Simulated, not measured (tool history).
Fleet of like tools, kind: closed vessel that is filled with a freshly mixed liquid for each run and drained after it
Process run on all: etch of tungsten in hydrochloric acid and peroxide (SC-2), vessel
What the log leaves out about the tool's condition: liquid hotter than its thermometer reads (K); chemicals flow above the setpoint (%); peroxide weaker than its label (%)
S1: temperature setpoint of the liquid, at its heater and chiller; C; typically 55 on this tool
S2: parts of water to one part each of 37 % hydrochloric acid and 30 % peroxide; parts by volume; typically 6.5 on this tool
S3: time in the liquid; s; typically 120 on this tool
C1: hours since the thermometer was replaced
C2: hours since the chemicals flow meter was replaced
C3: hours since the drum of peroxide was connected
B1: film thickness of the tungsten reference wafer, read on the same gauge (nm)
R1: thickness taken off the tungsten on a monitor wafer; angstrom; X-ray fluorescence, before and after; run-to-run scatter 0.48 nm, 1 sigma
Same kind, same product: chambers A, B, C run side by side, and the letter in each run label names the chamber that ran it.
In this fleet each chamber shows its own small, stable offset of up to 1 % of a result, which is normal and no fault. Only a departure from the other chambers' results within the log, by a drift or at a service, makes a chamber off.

Run 1B, hour 5.2: usual settings; C1 2552.5; C2 504.4; C3 1327.7; B1 30.025. Result: R1 503.33 angstrom.
Run 2A, hour 8.8: usual settings; C1 452.1; C2 41.9; C3 110.2; B1 30.003. Result: R1 505.12 angstrom.
Run 3C, hour 13.4: usual settings; C1 63.2; C2 1534.1; C3 812.6; B1 30.001. Result: R1 503.58 angstrom.
Run 4B, hour 17.6: usual settings; C1 2564.9; C2 516.8; C3 1340.1; B1 30. Result: R1 505.55 angstrom.
Run 5A, hour 21.9: usual settings; C1 465.2; C2 55; C3 123.3; B1 29.989. Result: R1 501.91 angstrom.
Run 6C, hour 27.1: usual settings; C1 76.9; C2 1547.8; C3 826.3; B1 30.011. Result: R1 502.7 angstrom.
Run 7C, hour 32.5: usual settings but S1 63 C; C1 82.3; C2 1553.2; C3 831.7; B1 30.016. Result: R1 828.02 angstrom.
Run 8A, hour 35.4: usual settings but S1 63 C; C1 478.7; C2 68.5; C3 136.8; B1 30.004. Result: R1 830.56 angstrom.
Run 9B, hour 38.2: usual settings but S1 63 C; C1 2585.5; C2 537.4; C3 1360.7; B1 30.012. Result: R1 842.02 angstrom.
Run 10B, hour 41.6: usual settings; C1 2588.9; C2 540.8; C3 1364.1; B1 30.006. Result: R1 509.97 angstrom.
Run 11A, hour 45.5: usual settings; C1 488.8; C2 78.6; C3 146.9; B1 30.014. Result: R1 500.41 angstrom.
Run 12C, hour 48.5: usual settings but S1 60 C, S3 80 s; C1 98.3; C2 1569.2; C3 847.7; B1 29.999. Result: R1 461.78 angstrom.
Run 13C, hour 51.4: usual settings but S1 60 C, S3 80 s; C1 101.2; C2 1572.1; C3 850.6; B1 29.997. Result: R1 456.79 angstrom.
Run 14B, hour 56.5: usual settings but S1 60 C, S3 80 s; C1 2603.8; C2 555.7; C3 1379; B1 29.998. Result: R1 463.18 angstrom.
Run 15A, hour 59.5: usual settings; C1 502.8; C2 92.6; C3 160.9; B1 29.963. Result: R1 505.5 angstrom.
Run 16B, hour 62: usual settings; C1 2609.3; C2 561.2; C3 1384.5; B1 30.006. Result: R1 502.15 angstrom.
Run 17A, hour 65.8: usual settings; C1 509.1; C2 98.9; C3 167.2; B1 30.008. Result: R1 505.31 angstrom.
Run 18C, hour 68.7: usual settings; C1 118.5; C2 1589.4; C3 867.9; B1 29.958. Result: R1 492.48 angstrom.
At hour 69.1: chamber B: new drum of peroxide connected.
Run 19A, hour 72: usual settings; C1 515.3; C2 105.1; C3 173.4; B1 30.038. Result: R1 515.35 angstrom.
Run 20C, hour 77.2: usual settings; C1 127; C2 1597.9; C3 876.4; B1 29.98. Result: R1 500.87 angstrom.
Run 21B, hour 81.5: usual settings; C1 2628.8; C2 580.7; C3 12.5; B1 30.008. Result: R1 515.22 angstrom.
Run 22A, hour 84.5: usual settings; C1 527.8; C2 117.6; C3 185.9; B1 29.965. Result: R1 520.96 angstrom.
Run 23C, hour 89.3: usual settings; C1 139.1; C2 1610; C3 888.5; B1 30.04. Result: R1 499.69 angstrom.
Run 24B, hour 93.2: usual settings but S1 50 C, S3 65 s; C1 2640.5; C2 592.4; C3 24.2; B1 29.991. Result: R1 198.92 angstrom.
Run 25C, hour 97.2: usual settings but S1 50 C, S3 65 s; C1 147; C2 1617.9; C3 896.4; B1 30.004. Result: R1 192.68 angstrom.
Run 26A, hour 101.1: usual settings but S1 50 C, S3 65 s; C1 544.4; C2 134.2; C3 202.5; B1 30.015. Result: R1 209.66 angstrom.
Run 27B, hour 104.1: usual settings; C1 2651.4; C2 603.3; C3 35.1; B1 29.999. Result: R1 508.54 angstrom.
Run 28C, hour 107.7: usual settings; C1 157.5; C2 1628.4; C3 906.9; B1 30.019. Result: R1 504.86 angstrom.
Run 29B, hour 112: usual settings; C1 2659.3; C2 611.2; C3 43; B1 29.998. Result: R1 499.28 angstrom.
Run 30A, hour 116.1: usual settings but S2 5 parts by volume; C1 559.4; C2 149.2; C3 217.5; B1 30.019. Result: R1 662.13 angstrom.
Run 31C, hour 120.1: usual settings but S2 5 parts by volume; C1 169.9; C2 1640.8; C3 919.3; B1 29.998. Result: R1 607.76 angstrom.
Run 32A, hour 125: usual settings but S2 5 parts by volume; C1 568.3; C2 158.1; C3 226.4; B1 30. Result: R1 670.51 angstrom.
Run 33B, hour 129.4: usual settings; C1 2676.7; C2 628.6; C3 60.4; B1 29.995. Result: R1 511.52 angstrom.
Run 34A, hour 134.6: usual settings; C1 577.9; C2 167.7; C3 236; B1 30.031. Result: R1 557.66 angstrom.
Run 35B, hour 138: usual settings; C1 2685.3; C2 637.2; C3 69; B1 30.006. Result: R1 507.31 angstrom.
Run 36C, hour 142.2: usual settings; C1 192; C2 1662.9; C3 941.4; B1 30.02. Result: R1 506.37 angstrom.

For the next run the whole fleet of 3 chambers uses the same settings. Give each chamber's results:
Run 37A, hour 146.1: usual settings but S2 8.5 parts by volume. Result: R1 ?.
Run 37B, hour 146.1: usual settings but S2 8.5 parts by volume. Result: R1 ?.
Run 37C, hour 146.1: usual settings but S2 8.5 parts by volume. Result: R1 ?.

run      R1
37A  460.75
37B  409.01
37C  406.41
